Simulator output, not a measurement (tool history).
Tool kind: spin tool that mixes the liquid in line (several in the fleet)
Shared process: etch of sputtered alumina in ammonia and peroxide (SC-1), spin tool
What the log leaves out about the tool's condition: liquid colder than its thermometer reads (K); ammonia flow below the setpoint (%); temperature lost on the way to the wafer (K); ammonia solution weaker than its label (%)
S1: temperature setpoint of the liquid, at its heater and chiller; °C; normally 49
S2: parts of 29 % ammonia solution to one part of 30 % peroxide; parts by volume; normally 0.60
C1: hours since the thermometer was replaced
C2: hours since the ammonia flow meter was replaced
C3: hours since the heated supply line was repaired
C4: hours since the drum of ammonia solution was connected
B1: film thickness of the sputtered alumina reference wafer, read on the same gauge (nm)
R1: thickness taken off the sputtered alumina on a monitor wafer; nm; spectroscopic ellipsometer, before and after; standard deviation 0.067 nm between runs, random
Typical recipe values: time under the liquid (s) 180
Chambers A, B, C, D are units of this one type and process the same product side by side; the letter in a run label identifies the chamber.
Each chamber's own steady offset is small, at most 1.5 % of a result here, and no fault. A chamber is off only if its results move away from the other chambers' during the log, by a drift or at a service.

{"run": "1B", "day": 0.183, "S1": 49, "S2": 0.6, "time under the liquid (s)": 180, "C1": 289.6, "C2": 1238.6, "C3": 1233.2, "C4": 342.4, "B1": 99.996, "R1": 8.5482}
{"run": "2C", "day": 0.412, "S1": 49, "S2": 0.6, "time under the liquid (s)": 180, "C1": 504.8, "C2": 722.1, "C3": 3013.6, "C4": 429.8, "B1": 99.988, "R1": 8.8114}
{"run": "3D", "day": 0.571, "S1": 49, "S2": 0.6, "time under the liquid (s)": 180, "C1": 1504.0, "C2": 267.4, "C3": 794.2, "C4": 847.6, "B1": 100.0, "R1": 8.9438}
{"run": "4A", "day": 0.875, "S1": 49, "S2": 0.6, "time under the liquid (s)": 180, "C1": 143.3, "C2": 343.7, "C3": 744.0, "C4": 67.8, "B1": 99.981, "R1": 8.6651}
{"day": 1.171, "done": "chamber D: thermometer replaced"}
{"run": "5A", "day": 1.175, "S1": 49, "S2": 0.6, "time under the liquid (s)": 180, "C1": 150.5, "C2": 350.9, "C3": 751.2, "C4": 75.0, "B1": 100.04, "R1": 8.8582}
{"day": 1.183, "done": "chamber C: ammonia flow meter replaced"}
{"run": "6C", "day": 1.412, "S1": 49, "S2": 0.6, "time under the liquid (s)": 180, "C1": 528.8, "C2": 5.5, "C3": 3037.6, "C4": 453.8, "B1": 100.04, "R1": 8.6238}
{"run": "7B", "day": 1.596, "S1": 49, "S2": 0.6, "time under the liquid (s)": 220, "C1": 323.5, "C2": 1272.5, "C3": 1267.1, "C4": 376.3, "B1": 99.987, "R1": 10.668}
{"run": "8D", "day": 1.85, "S1": 49, "S2": 0.6, "time under the liquid (s)": 220, "C1": 16.4, "C2": 298.1, "C3": 824.9, "C4": 878.3, "B1": 100.02, "R1": 10.701}
{"day": 2.112, "done": "chamber D: new drum of ammonia solution connected"}
{"run": "9D", "day": 2.162, "S1": 49, "S2": 0.6, "time under the liquid (s)": 220, "C1": 23.9, "C2": 305.6, "C3": 832.4, "C4": 1.3, "B1": 100.0, "R1": 10.747}
{"run": "10A", "day": 2.358, "S1": 49, "S2": 0.6, "time under the liquid (s)": 220, "C1": 178.9, "C2": 379.3, "C3": 779.6, "C4": 103.4, "B1": 100.03, "R1": 10.644}
{"run": "11B", "day": 2.508, "S1": 49, "S2": 0.6, "time under the liquid (s)": 180, "C1": 345.4, "C2": 1294.4, "C3": 1289.0, "C4": 398.2, "B1": 99.972, "R1": 8.6968}
{"run": "12C", "day": 2.662, "S1": 49, "S2": 0.6, "time under the liquid (s)": 120, "C1": 558.8, "C2": 35.5, "C3": 3067.6, "C4": 483.8, "B1": 100.0, "R1": 5.7576}
{"run": "13C", "day": 2.804, "S1": 49, "S2": 0.6, "time under the liquid (s)": 120, "C1": 562.2, "C2": 38.9, "C3": 3071.0, "C4": 487.2, "B1": 100.0, "R1": 5.7774}
{"run": "14D", "day": 3.038, "S1": 49, "S2": 0.6, "time under the liquid (s)": 120, "C1": 44.9, "C2": 326.6, "C3": 853.4, "C4": 22.3, "B1": 100.01, "R1": 5.798}
{"run": "15B", "day": 3.346, "S1": 49, "S2": 0.6, "time under the liquid (s)": 120, "C1": 365.5, "C2": 1314.5, "C3": 1309.1, "C4": 418.3, "B1": 100.0, "R1": 5.8046}
{"run": "16A", "day": 3.662, "S1": 49, "S2": 0.6, "time under the liquid (s)": 180, "C1": 210.2, "C2": 410.6, "C3": 810.9, "C4": 134.7, "B1": 99.995, "R1": 8.6708}
{"run": "17B", "day": 3.942, "S1": 49, "S2": 0.6, "time under the liquid (s)": 115, "C1": 379.8, "C2": 1328.8, "C3": 1323.4, "C4": 432.6, "B1": 99.981, "R1": 5.5941}
{"run": "18C", "day": 4.104, "S1": 49, "S2": 0.6, "time under the liquid (s)": 115, "C1": 593.4, "C2": 70.1, "C3": 3102.2, "C4": 518.4, "B1": 100.02, "R1": 5.4706}
{"run": "19A", "day": 4.254, "S1": 49, "S2": 0.6, "time under the liquid (s)": 115, "C1": 224.4, "C2": 424.8, "C3": 825.1, "C4": 148.9, "B1": 100.03, "R1": 5.5385}
{"run": "20D", "day": 4.542, "S1": 49, "S2": 0.6, "time under the liquid (s)": 115, "C1": 81.0, "C2": 362.7, "C3": 889.5, "C4": 58.4, "B1": 100.01, "R1": 5.6253}
{"run": "21B", "day": 4.829, "S1": 49, "S2": 0.6, "time under the liquid (s)": 180, "C1": 401.1, "C2": 1350.1, "C3": 1344.7, "C4": 453.9, "B1": 100.01, "R1": 8.57}
{"run": "22D", "day": 5.025, "S1": 54, "S2": 0.75, "time under the liquid (s)": 180, "C1": 92.6, "C2": 374.3, "C3": 901.1, "C4": 70.0, "B1": 100.01, "R1": 11.883}
{"run": "23C", "day": 5.333, "S1": 54, "S2": 0.75, "time under the liquid (s)": 180, "C1": 622.9, "C2": 99.6, "C3": 3131.7, "C4": 547.9, "B1": 99.984, "R1": 11.283}
{"run": "24A", "day": 5.604, "S1": 54, "S2": 0.75, "time under the liquid (s)": 180, "C1": 256.8, "C2": 457.2, "C3": 857.5, "C4": 181.3, "B1": 99.985, "R1": 11.722}
{"run": "25A", "day": 5.804, "S1": 54, "S2": 0.75, "time under the liquid (s)": 180, "C1": 261.6, "C2": 462.0, "C3": 862.3, "C4": 186.1, "B1": 99.974, "R1": 11.853}
{"run": "26C", "day": 6.05, "S1": 49, "S2": 0.6, "time under the liquid (s)": 180, "C1": 640.1, "C2": 116.8, "C3": 3148.9, "C4": 565.1, "B1": 99.995, "R1": 8.3766}
{"run": "27D", "day": 6.2, "S1": 49, "S2": 0.7, "time under the liquid (s)": 130, "C1": 120.8, "C2": 402.5, "C3": 929.3, "C4": 98.2, "B1": 99.968, "R1": 6.4631}
{"run": "28B", "day": 6.425, "S1": 49, "S2": 0.7, "time under the liquid (s)": 130, "C1": 439.4, "C2": 1388.4, "C3": 1383.0, "C4": 492.2, "B1": 100.03, "R1": 6.3749}
{"run": "29C", "day": 6.692, "S1": 49, "S2": 0.7, "time under the liquid (s)": 130, "C1": 655.5, "C2": 132.2, "C3": 3164.3, "C4": 580.5, "B1": 99.965, "R1": 6.1866}
{"run": "30B", "day": 6.912, "S1": 49, "S2": 0.7, "time under the liquid (s)": 130, "C1": 451.1, "C2": 1400.1, "C3": 1394.7, "C4": 503.9, "B1": 100.01, "R1": 6.3123}
{"run": "31A", "day": 7.075, "S1": 49, "S2": 0.6, "time under the liquid (s)": 180, "C1": 292.1, "C2": 492.5, "C3": 892.8, "C4": 216.6, "B1": 99.983, "R1": 8.7128}
{"run": "32D", "day": 7.4, "S1": 49, "S2": 0.6, "time under the liquid (s)": 180, "C1": 149.6, "C2": 431.3, "C3": 958.1, "C4": 127.0, "B1": 100.06, "R1": 8.766}

Predict what each chamber gives when all 4 of them run the settings below next.
{"run": "33A", "day": 7.633, "S1": 41, "S2": 0.6, "time under the liquid (s)": 180, "R1": "?"}
{"run": "33B", "day": 7.633, "S1": 41, "S2": 0.6, "time under the liquid (s)": 180, "R1": "?"}
{"run": "33C", "day": 7.633, "S1": 41, "S2": 0.6, "time under the liquid (s)": 180, "R1": "?"}
{"run": "33D", "day": 7.633, "S1": 41, "S2": 0.6, "time under the liquid (s)": 180, "R1": "?"}

run=33A R1=5.5738
run=33B R1=5.5376
run=33C R1=5.2085
run=33D R1=5.6133
